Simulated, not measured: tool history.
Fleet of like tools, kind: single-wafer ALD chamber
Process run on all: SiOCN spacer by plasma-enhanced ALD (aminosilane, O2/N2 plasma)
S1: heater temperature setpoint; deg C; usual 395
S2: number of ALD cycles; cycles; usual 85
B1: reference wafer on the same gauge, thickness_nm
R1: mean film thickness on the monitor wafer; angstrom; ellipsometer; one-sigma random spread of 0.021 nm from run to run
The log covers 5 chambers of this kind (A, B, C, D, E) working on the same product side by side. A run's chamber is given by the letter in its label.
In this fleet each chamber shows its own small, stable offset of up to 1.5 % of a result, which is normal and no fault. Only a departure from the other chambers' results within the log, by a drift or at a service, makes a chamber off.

{"run": "1A", "hour": 4.6, "S1": 395, "S2": 85, "B1": 4.4901, "R1": 51.245}
{"run": "2D", "hour": 12.2, "S1": 395, "S2": 85, "B1": 4.4914, "R1": 50.986}
{"run": "3C", "hour": 18.7, "S1": 395, "S2": 85, "B1": 4.4898, "R1": 51.511}
{"run": "4E", "hour": 25.8, "S1": 395, "S2": 85, "B1": 4.4912, "R1": 51.367}
{"run": "5B", "hour": 32.2, "S1": 395, "S2": 85, "B1": 4.4827, "R1": 50.542}
{"run": "6C", "hour": 37.0, "S1": 395, "S2": 85, "B1": 4.4903, "R1": 51.542}
{"run": "7B", "hour": 44.1, "S1": 395, "S2": 85, "B1": 4.4896, "R1": 50.736}
{"run": "8E", "hour": 48.3, "S1": 395, "S2": 85, "B1": 4.4924, "R1": 51.089}
{"run": "9A", "hour": 54.9, "S1": 395, "S2": 85, "B1": 4.4868, "R1": 51.346}
{"run": "10D", "hour": 59.8, "S1": 395, "S2": 85, "B1": 4.4867, "R1": 51.049}
{"run": "11E", "hour": 65.7, "S1": 403, "S2": 85, "B1": 4.494, "R1": 50.838}
{"run": "12B", "hour": 71.3, "S1": 403, "S2": 85, "B1": 4.491, "R1": 50.159}
{"run": "13D", "hour": 80.3, "S1": 403, "S2": 85, "B1": 4.4924, "R1": 50.403}
{"run": "14A", "hour": 88.6, "S1": 403, "S2": 85, "B1": 4.4915, "R1": 50.781}
{"run": "15C", "hour": 96.7, "S1": 403, "S2": 85, "B1": 4.4879, "R1": 50.925}
{"run": "16A", "hour": 105.7, "S1": 395, "S2": 85, "B1": 4.4885, "R1": 51.842}
{"run": "17E", "hour": 112.3, "S1": 395, "S2": 85, "B1": 4.4889, "R1": 51.283}
{"run": "18C", "hour": 116.7, "S1": 395, "S2": 85, "B1": 4.4916, "R1": 51.338}
{"run": "19B", "hour": 125.6, "S1": 409, "S2": 85, "B1": 4.4893, "R1": 49.212}
{"run": "20D", "hour": 133.4, "S1": 409, "S2": 85, "B1": 4.4921, "R1": 49.133}
{"run": "21A", "hour": 139.9, "S1": 409, "S2": 85, "B1": 4.4875, "R1": 50.105}
{"run": "22D", "hour": 148.0, "S1": 409, "S2": 85, "B1": 4.4971, "R1": 49.82}
{"run": "23B", "hour": 156.0, "S1": 409, "S2": 85, "B1": 4.4912, "R1": 49.552}
{"run": "24C", "hour": 160.3, "S1": 395, "S2": 85, "B1": 4.4909, "R1": 51.094}
{"hour": 163.0, "done": "chamber C: thermocouple changed; heater temperature recalibrated"}
{"run": "25E", "hour": 166.3, "S1": 395, "S2": 85, "B1": 4.4928, "R1": 51.365}
{"run": "26E", "hour": 176.0, "S1": 395, "S2": 85, "B1": 4.4886, "R1": 51.594}
{"run": "27A", "hour": 184.0, "S1": 395, "S2": 85, "B1": 4.4838, "R1": 51.413}
{"run": "28B", "hour": 189.2, "S1": 395, "S2": 85, "B1": 4.4881, "R1": 50.575}
{"run": "29D", "hour": 193.6, "S1": 395, "S2": 85, "B1": 4.4885, "R1": 51.056}
{"run": "30C", "hour": 201.2, "S1": 389, "S2": 85, "B1": 4.4902, "R1": 51.21}
{"run": "31B", "hour": 208.1, "S1": 389, "S2": 85, "B1": 4.4905, "R1": 50.651}
{"run": "32D", "hour": 215.8, "S1": 389, "S2": 85, "B1": 4.4956, "R1": 51.044}
{"run": "33E", "hour": 222.9, "S1": 389, "S2": 85, "B1": 4.488, "R1": 51.29}
{"run": "34C", "hour": 228.1, "S1": 389, "S2": 85, "B1": 4.4921, "R1": 51.16}
{"run": "35A", "hour": 233.0, "S1": 395, "S2": 85, "B1": 4.4935, "R1": 51.414}
{"run": "36C", "hour": 241.5, "S1": 395, "S2": 85, "B1": 4.4934, "R1": 51.568}
{"run": "37D", "hour": 247.8, "S1": 395, "S2": 85, "B1": 4.4876, "R1": 51.165}
{"run": "38E", "hour": 255.5, "S1": 395, "S2": 85, "B1": 4.4903, "R1": 51.291}
{"run": "39B", "hour": 264.3, "S1": 387, "S2": 73, "B1": 4.4883, "R1": 43.594}
{"run": "40A", "hour": 273.9, "S1": 387, "S2": 73, "B1": 4.4859, "R1": 44.386}
{"run": "41E", "hour": 280.7, "S1": 387, "S2": 73, "B1": 4.4907, "R1": 43.97}

Is one chamber out of step, is the gauge drifting, or do the chambers differ by no more than their own small offsets? For an off chamber, give its letter and the likeliest cause.

No chamber stands off beyond its own small offset, and the gauge holds steady.

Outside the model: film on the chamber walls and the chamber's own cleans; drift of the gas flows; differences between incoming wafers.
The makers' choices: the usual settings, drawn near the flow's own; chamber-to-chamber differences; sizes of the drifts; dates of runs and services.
